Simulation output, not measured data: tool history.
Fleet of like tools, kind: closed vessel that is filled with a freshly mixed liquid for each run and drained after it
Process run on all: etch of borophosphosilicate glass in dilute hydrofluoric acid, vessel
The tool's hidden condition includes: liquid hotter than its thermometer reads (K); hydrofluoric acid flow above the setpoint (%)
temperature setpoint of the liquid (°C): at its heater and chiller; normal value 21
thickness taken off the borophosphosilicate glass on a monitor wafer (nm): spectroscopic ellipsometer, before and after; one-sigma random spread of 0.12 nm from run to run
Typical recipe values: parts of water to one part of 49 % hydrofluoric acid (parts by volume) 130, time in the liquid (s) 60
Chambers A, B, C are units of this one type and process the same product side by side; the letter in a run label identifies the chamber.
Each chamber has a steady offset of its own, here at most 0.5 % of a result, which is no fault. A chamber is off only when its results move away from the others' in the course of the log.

run   hour  temperature setpoint of the liquid (°C)  parts of water to one part of 49 % hydrofluoric acid (parts by volume)  time in the liquid (s)  hours since the thermometer was replaced  hours since the hydrofluoric acid flow meter was replaced  read-back film thickness of the borophosphosilicate glass reference wafer, read on the same gauge (nm)  thickness taken off the borophosphosilicate glass on a monitor wafer (nm)
 1B      8                                       21                                                                     130                      60                                     778.4                                                       89.5                                                                                                  39.989                                                                     15.563
 2C   11.9                                       21                                                                     130                      60                                     540.2                                                        395                                                                                                  39.958                                                                     15.609
 3A   17.5                                       21                                                                     130                      60                                    1836.3                                                      189.4                                                                                                   40.02                                                                     15.692
 4C   24.7                                       21                                                                     130                      60                                       553                                                      407.8                                                                                                  39.975                                                                     15.705
 5B   31.8                                       21                                                                     130                      60                                     802.2                                                      113.3                                                                                                  40.036                                                                     15.686
 6A   39.8                                       21                                                                     130                      60                                    1858.6                                                      211.7                                                                                                  39.994                                                                     16.167
 7C   43.4                                       21                                                                      70                      60                                     571.7                                                      426.5                                                                                                   39.99                                                                     31.343
 8B   49.4                                       21                                                                      70                      60                                     819.8                                                      130.9                                                                                                  39.973                                                                     30.891
 9A   56.9                                       21                                                                      70                      60                                    1875.7                                                      228.8                                                                                                   39.94                                                                     31.835
10B   61.2                                       21                                                                     130                      60                                     831.6                                                      142.7                                                                                                  40.001                                                                     15.653
11C   68.7                                       21                                                                     130                      60                                       597                                                      451.8                                                                                                  40.016                                                                     15.864
12A   74.9                                       21                                                                     130                      60                                    1893.7                                                      246.8                                                                                                  40.021                                                                      16.09
13A     80                                       21                                                                     130                      60                                    1898.8                                                      251.9                                                                                                  40.033                                                                       16.3
14B     88                                       21                                                                     130                      60                                     858.4                                                      169.5                                                                                                  39.999                                                                     15.772
15C   93.4                                       21                                                                     130                      60                                     621.7                                                      476.5                                                                                                  39.967                                                                     15.714
16B   99.5                                       21                                                                     130                      60                                     869.9                                                        181                                                                                                  39.987                                                                      15.74
17A  103.3                                       21                                                                     130                      60                                    1922.1                                                      275.2                                                                                                  39.998                                                                     16.482
18C  108.8                                       21                                                                     130                      60                                     637.1                                                      491.9                                                                                                  39.993                                                                     15.868
19B  116.9                                       21                                                                     130                      60                                     887.3                                                      198.4                                                                                                  39.979                                                                     15.813
20A  121.5                                       21                                                                     130                      60                                    1940.3                                                      293.4                                                                                                  40.039                                                                     16.591
21C  126.9                                       18                                                                     130                      95                                     655.2                                                        510                                                                                                   40.02                                                                     21.682
22A  132.7                                       18                                                                     130                      95                                    1951.5                                                      304.6                                                                                                  39.998                                                                     23.127
23B  140.5                                       18                                                                     130                      95                                     910.9                                                        222                                                                                                  40.035                                                                     22.377
24C  148.5                                       21                                                                     130                      60                                     676.8                                                      531.6                                                                                                  40.005                                                                     15.763
25C  153.4                                       21                                                                     130                      60                                     681.7                                                      536.5                                                                                                  39.965                                                                     15.573
26B    159                                       21                                                                     130                      60                                     929.4                                                      240.5                                                                                                  40.005                                                                     15.676
27A  162.7                                       21                                                                     130                      60                                    1981.5                                                      334.6                                                                                                  40.028                                                                     16.776
28B  168.5                                       21                                                                     130                      60                                     938.9                                                        250                                                                                                  39.991                                                                     16.039
29A  175.1                                       21                                                                     130                      60                                    1993.9                                                        347                                                                                                   39.99                                                                     16.812
30C  179.5                                       21                                                                     130                      60                                     707.8                                                      562.6                                                                                                  40.007                                                                     15.671
31B  187.2                                       21                                                                     130                      60                                     957.6                                                      268.7                                                                                                  40.041                                                                      15.66
32A  192.8                                       21                                                                     130                      60                                    2011.6                                                      364.7                                                                                                  40.018                                                                     17.006
33C  200.9                                       21                                                                     130                      60                                     729.2                                                        584                                                                                                  39.925                                                                     15.858

The same settings go to every chamber for the next run, one line per chamber below. Forecast the results for each:
34A  206.8                                       21                                                                     105                      60                                                                                                                                                                                                                                                                                       ?
34B  206.8                                       21                                                                     105                      60                                                                                                                                                                                                                                                                                       ?
34C  206.8                                       21                                                                     105                      60                                                                                                                                                                                                                                                                                       ?

run  thickness taken off the borophosphosilicate glass on a monitor wafer (nm)
34A                                                                     21.527
34B                                                                     20.019
34C                                                                     20.383
